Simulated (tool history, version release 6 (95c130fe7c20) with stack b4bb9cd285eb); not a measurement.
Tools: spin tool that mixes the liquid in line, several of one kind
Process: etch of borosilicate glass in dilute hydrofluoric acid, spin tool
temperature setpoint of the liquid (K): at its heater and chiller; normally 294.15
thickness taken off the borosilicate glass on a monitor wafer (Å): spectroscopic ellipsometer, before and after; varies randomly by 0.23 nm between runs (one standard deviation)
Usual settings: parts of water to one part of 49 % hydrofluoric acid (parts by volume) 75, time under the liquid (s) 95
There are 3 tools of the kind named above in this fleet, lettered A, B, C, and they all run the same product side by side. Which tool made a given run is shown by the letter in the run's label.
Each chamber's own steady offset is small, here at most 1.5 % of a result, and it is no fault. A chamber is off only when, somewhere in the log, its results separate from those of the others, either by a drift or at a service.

run	day	temperature setpoint of the liquid (K)	parts of water to one part of 49 % hydrofluoric acid (parts by volume)	time under the liquid (s)	hours since the thermometer was replaced	hours since the hydrofluoric acid flow meter was replaced	read-back film thickness of the borosilicate glass reference wafer, read on the same gauge (nm)	thickness taken off the borosilicate glass on a monitor wafer (Å)
1C	0.25	294.15	75	95	1500.8	1674.1	60.003	327.27
2A	0.496	294.15	75	95	110	461.7	59.987	322.1
# day 0.775: chamber C: hydrofluoric acid flow meter replaced
3B	0.8	294.15	75	95	395.7	92.7	60.007	322.73
# day 0.95: chamber C: thermometer replaced
4B	1.108	294.15	75	95	403.1	100.1	59.993	323.82
5A	1.271	294.15	75	95	128.6	480.3	59.999	325.31
6C	1.592	294.15	75	95	15.5	19.7	59.97	330.95
7C	1.775	294.15	75	95	19.9	24.1	59.988	328.79
8B	1.933	294.15	75	95	422.9	119.9	59.998	321.63
9A	2.225	294.15	75	140	151.5	503.2	60.025	479.1
10C	2.454	294.15	75	140	36.2	40.4	59.991	483.13
11B	2.733	294.15	75	140	442.1	139.1	59.99	475.94
12A	3.071	298.15	40	95	171.8	523.5	60.015	753.98
13B	3.25	298.15	40	95	454.5	151.5	60.024	760.43
14C	3.521	298.15	40	95	61.8	66	59.974	758
15A	3.712	294.15	75	95	187.2	538.9	60.005	325.47
16A	3.896	294.15	105	45	191.6	543.3	59.981	106.19
17B	4.183	294.15	105	45	476.9	173.9	59.995	105.78
18C	4.429	294.15	105	45	83.6	87.8	60.032	106.63
19B	4.688	294.15	75	95	489	186	60.013	323.75
20C	4.854	294.15	75	95	93.8	98	60.01	329.27
21A	5.167	294.15	75	95	222.1	573.8	60.008	323.76
22B	5.333	294.15	75	95	504.5	201.5	60.01	321.19
23A	5.567	294.15	75	95	231.7	583.4	59.985	322.03
24C	5.85	294.15	75	95	117.7	121.9	60.023	332.78
25B	6.125	294.15	60	115	523.5	220.5	60	492.58
26C	6.275	294.15	60	115	127.9	132.1	59.998	503.84
27A	6.442	294.15	60	115	252.7	604.4	59.999	497.54
28B	6.621	292.65	45	95	535.4	232.4	60.033	526.55
29C	6.95	292.65	45	95	144.1	148.3	60	539.07
30A	7.2	292.65	45	95	270.9	622.6	60.008	522.12
31B	7.404	294.15	75	95	554.2	251.2	60.009	322.18
32C	7.683	298.65	75	120	161.7	165.9	59.995	495.7
33A	8.025	298.65	75	120	290.7	642.4	60.013	492.01
34A	8.342	298.65	75	120	298.3	650	59.995	493.61
35C	8.583	298.15	75	135	183.3	187.5	59.986	547.54
36B	8.746	298.15	75	135	586.4	283.4	60.034	533.7
37C	9.062	298.15	75	135	194.8	199	60.001	547.56
38B	9.242	294.15	75	95	598.3	295.3	59.987	321.55
39A	9.4	294.15	75	95	323.7	675.4	59.997	324.9
40A	9.658	294.15	75	95	329.9	681.6	60.003	323.14
41B	9.821	294.15	75	95	612.2	309.2	59.98	320.28
42C	10.062	291.65	45	95	218.8	223	60	510.63
43A	10.392	291.65	45	95	347.5	699.2	60.006	499.91

Is one chamber out of step, is the gauge drifting, or do the chambers differ by no more than their own small offsets? For an off chamber, give its letter and the likeliest cause.

Beyond each chamber's small constant offset nothing stands out, and the gauge stays steady.

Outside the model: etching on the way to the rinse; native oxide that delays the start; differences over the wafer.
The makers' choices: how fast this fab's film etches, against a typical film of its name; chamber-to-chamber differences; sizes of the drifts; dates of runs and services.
